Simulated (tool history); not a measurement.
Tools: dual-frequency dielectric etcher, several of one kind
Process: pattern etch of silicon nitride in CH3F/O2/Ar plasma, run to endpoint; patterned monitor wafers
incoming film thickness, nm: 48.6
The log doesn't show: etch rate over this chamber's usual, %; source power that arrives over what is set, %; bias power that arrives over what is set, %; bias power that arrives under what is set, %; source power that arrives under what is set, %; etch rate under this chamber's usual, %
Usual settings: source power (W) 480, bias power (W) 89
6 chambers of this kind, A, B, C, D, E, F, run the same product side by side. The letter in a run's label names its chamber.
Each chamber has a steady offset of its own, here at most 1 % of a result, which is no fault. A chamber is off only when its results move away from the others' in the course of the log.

run     day  source power (W)  bias power (W)  hours since the last wet clean  hours since the last source power generator calibration  hours since the last bias power generator calibration  endpoint time (s)
 1B   0.296               480              89                           290.4                                                    240.2                                                    305             61.807
 2E   0.604               480              89                           167.3                                                   1866.5                                                 1780.3             60.382
 3A   1.021               480              89                             220                                                   2414.9                                                   99.7             61.061
 4C   1.275               480              89                           250.7                                                    641.1                                                 2948.7             60.339
 5D   1.629               480              89                           302.6                                                    403.4                                                  807.9             60.919
 6F   1.925               480              89                           165.7                                                   2476.7                                                 2802.9             61.805
      2.154  -- chamber E: bias power generator calibrated
 7B   2.221               480              89                           336.6                                                    286.4                                                  351.2             61.413
 8C   2.604               480              89                           282.6                                                      673                                                 2980.6             60.134
 9E   2.908               480              89                           222.6                                                   1921.8                                                   18.1             60.401
10D   3.258               480              89                           341.7                                                    442.5                                                    847             60.978
11F   3.588               480              89                           205.6                                                   2516.6                                                 2842.8             61.496
12A   3.917               480              89                           289.5                                                   2484.4                                                  169.2             60.506
13B    4.15               480              89                           382.9                                                    332.7                                                  397.5             61.685
14D   4.421               480              89                           369.6                                                    470.4                                                  874.9             60.965
15A    4.85               480              89                           311.9                                                   2506.8                                                  191.6             60.529
16C   5.058               480              89                           341.5                                                    731.9                                                 3039.5             60.215
17E   5.462               480              89                           283.9                                                   1983.1                                                   79.4             60.616
18F   5.771               540              68                             258                                                     2569                                                 2895.2             63.868
19E    6.15               540              68                           300.4                                                   1999.6                                                   95.9             62.992
20D   6.512               540              68                           419.8                                                    520.6                                                  925.1             64.195
21F   6.854               540              68                             284                                                     2595                                                 2921.2             63.618
22B   7.296               540              68                           458.4                                                    408.2                                                    473             64.121
23C   7.621               540              68                             403                                                    793.4                                                   3101             62.215
24A   7.879               480              89                           384.6                                                   2579.5                                                  264.3             59.826
25A   8.208               480              89                           392.5                                                   2587.4                                                  272.2             60.818
26E   8.633               410              89                             360                                                   2059.2                                                  155.5             63.972
27C   9.071               410              89                           437.8                                                    828.2                                                 3135.8             62.306
28B   9.429               410              89                           509.6                                                    459.4                                                  524.2             65.584
      9.433  -- chamber F: bias power generator calibrated
29D   9.892               410              89                           500.9                                                    601.7                                                 1006.2             65.388
30F  10.179               410              89                           363.8                                                   2674.8                                                     18             65.502
     10.317  -- chamber F: wet clean of the chamber
31E  10.608               410              89                           407.4                                                   2106.6                                                  202.9             64.425
32A  10.821               480              89                           455.2                                                   2650.1                                                  334.9             60.135
33D  11.033               480              89                           528.3                                                    629.1                                                 1033.6             61.382
     11.096  -- chamber B: wet clean of the chamber
34B    11.4               480              89                             7.3                                                    506.7                                                  571.5             61.168
35F  11.708               480              89                            33.4                                                   2711.5                                                   54.7             61.614
36C  12.108               480              89                           510.7                                                    901.1                                                 3208.7             57.395
37A  12.442               480             102                           494.1                                                     2689                                                  373.8             57.122
38D  12.779               480             102                           570.2                                                      671                                                 1075.5             57.358

Next, every chamber runs the same settings. What will each give?
39A  13.112               480              89                                                                                                                                                                  ?
39B  13.112               480              89                                                                                                                                                                  ?
39C  13.112               480              89                                                                                                                                                                  ?
39D  13.112               480              89                                                                                                                                                                  ?
39E  13.112               480              89                                                                                                                                                                  ?
39F  13.112               480              89                                                                                                                                                                  ?

run  endpoint time (s)
39A             59.571
39B             62.104
39C             56.771
39D              61.28
39E             60.389
39F             62.054

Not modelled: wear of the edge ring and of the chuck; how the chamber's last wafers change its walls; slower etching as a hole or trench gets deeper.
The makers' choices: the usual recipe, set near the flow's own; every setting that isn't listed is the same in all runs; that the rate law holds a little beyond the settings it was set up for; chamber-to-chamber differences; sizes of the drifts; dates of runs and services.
